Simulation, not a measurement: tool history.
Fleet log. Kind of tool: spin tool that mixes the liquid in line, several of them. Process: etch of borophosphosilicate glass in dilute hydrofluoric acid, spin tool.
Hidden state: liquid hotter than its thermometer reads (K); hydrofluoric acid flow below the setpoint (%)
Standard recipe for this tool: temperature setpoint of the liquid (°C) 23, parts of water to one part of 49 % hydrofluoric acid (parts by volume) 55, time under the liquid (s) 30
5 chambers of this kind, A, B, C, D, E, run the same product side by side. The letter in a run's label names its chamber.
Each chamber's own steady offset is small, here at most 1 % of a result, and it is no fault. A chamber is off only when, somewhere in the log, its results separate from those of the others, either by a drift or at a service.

| run | hour | temperature setpoint of the liquid (°C) | parts of water to one part of 49 % hydrofluoric acid (parts by volume) | time under the liquid (s) | hours since the thermometer was replaced | hours since the hydrofluoric acid flow meter was replaced | read-back film thickness of the borophosphosilicate glass reference wafer, read on the same gauge (nm) | thickness taken off the borophosphosilicate glass on a monitor wafer (Å) |
|---|---|---|---|---|---|---|---|---|
| 1C | 7.7 | 23 | 55 | 30 | 941.1 | 215.3 | 70.005 | 285.71 |
| 2B | 15.9 | 23 | 55 | 30 | 228.3 | 102.8 | 70.027 | 281.67 |
| 3A | 29.7 | 23 | 55 | 30 | 632.6 | 593.1 | 69.992 | 285.09 |
| 4D | 37.0 | 23 | 55 | 30 | 70.0 | 1729.1 | 70.007 | 283.53 |
| 5E | 44.3 | 23 | 70 | 45 | 1467.7 | 109.1 | 70.006 | 330.92 |
| 6E | 58.0 | 23 | 70 | 45 | 1481.4 | 122.8 | 69.971 | 328.94 |
| 7D | 72.6 | 23 | 70 | 45 | 105.6 | 1764.7 | 70.018 | 324.43 |
| 8C | 81.4 | 23 | 70 | 45 | 1014.8 | 289.0 | 70.004 | 332.29 |
| 9A | 92.2 | 23 | 70 | 45 | 695.1 | 655.6 | 69.984 | 327.85 |
| 10B | 102.2 | 23 | 55 | 30 | 314.6 | 189.1 | 69.994 | 286.69 |
|  | 105.2 | chamber D: hydrofluoric acid flow meter replaced |
| 11C | 111.3 | 23 | 70 | 30 | 1044.7 | 318.9 | 70.000 | 223.21 |
| 12B | 125.7 | 23 | 70 | 30 | 338.1 | 212.6 | 69.988 | 218.27 |
| 13E | 139.1 | 23 | 70 | 30 | 1562.5 | 203.9 | 70.007 | 222.33 |
| 14D | 152.6 | 23 | 70 | 30 | 185.6 | 47.4 | 70.007 | 216.99 |
| 15A | 167.1 | 23 | 70 | 30 | 770.0 | 730.5 | 70.016 | 217.11 |
| 16C | 178.1 | 23 | 55 | 30 | 1111.5 | 385.7 | 69.997 | 295.07 |
| 17D | 189.7 | 23 | 55 | 30 | 222.7 | 84.5 | 69.997 | 278.88 |
| 18E | 200.2 | 23 | 55 | 30 | 1623.6 | 265.0 | 69.978 | 285.22 |
| 19A | 213.7 | 23 | 55 | 30 | 816.6 | 777.1 | 70.001 | 283.37 |
| 20B | 228.7 | 23 | 55 | 30 | 441.1 | 315.6 | 70.002 | 283.06 |
| 21A | 243.4 | 23 | 55 | 30 | 846.3 | 806.8 | 70.000 | 286.69 |
| 22D | 251.7 | 23 | 55 | 30 | 284.7 | 146.5 | 69.994 | 284.12 |
| 23B | 261.8 | 23 | 55 | 30 | 474.2 | 348.7 | 70.001 | 283.19 |
| 24E | 269.1 | 23 | 70 | 45 | 1692.5 | 333.9 | 69.997 | 330.50 |
| 25C | 283.8 | 23 | 70 | 45 | 1217.2 | 491.4 | 70.001 | 342.37 |
| 26E | 295.9 | 23 | 70 | 45 | 1719.3 | 360.7 | 70.003 | 326.43 |
| 27C | 302.5 | 23 | 70 | 45 | 1235.9 | 510.1 | 70.003 | 345.39 |
| 28B | 309.2 | 23 | 70 | 45 | 521.6 | 396.1 | 70.005 | 329.96 |
|  | 312.9 | chamber E: thermometer replaced |
| 29A | 316.5 | 23 | 55 | 30 | 919.4 | 879.9 | 69.970 | 282.57 |
| 30D | 325.8 | 23 | 55 | 30 | 358.8 | 220.6 | 70.002 | 283.05 |
| 31E | 333.4 | 23 | 55 | 30 | 20.6 | 398.2 | 69.995 | 285.32 |
| 32D | 342.3 | 23 | 55 | 30 | 375.3 | 237.1 | 70.002 | 284.93 |
| 33A | 357.2 | 23 | 45 | 30 | 960.1 | 920.6 | 69.994 | 349.22 |
| 34C | 372.1 | 23 | 45 | 30 | 1305.5 | 579.7 | 70.003 | 378.86 |

Predict what each chamber gives when all 5 of them run the settings below next.
| 35A | 382.8 | 23 | 55 | 30 |  |  |  | ? |
| 35B | 382.8 | 23 | 55 | 30 |  |  |  | ? |
| 35C | 382.8 | 23 | 55 | 30 |  |  |  | ? |
| 35D | 382.8 | 23 | 55 | 30 |  |  |  | ? |
| 35E | 382.8 | 23 | 55 | 30 |  |  |  | ? |

| run | thickness taken off the borophosphosilicate glass on a monitor wafer (Å) |
|---|---|
| 35A | 281.40 |
| 35B | 285.19 |
| 35C | 305.99 |
| 35D | 284.96 |
| 35E | 281.37 |

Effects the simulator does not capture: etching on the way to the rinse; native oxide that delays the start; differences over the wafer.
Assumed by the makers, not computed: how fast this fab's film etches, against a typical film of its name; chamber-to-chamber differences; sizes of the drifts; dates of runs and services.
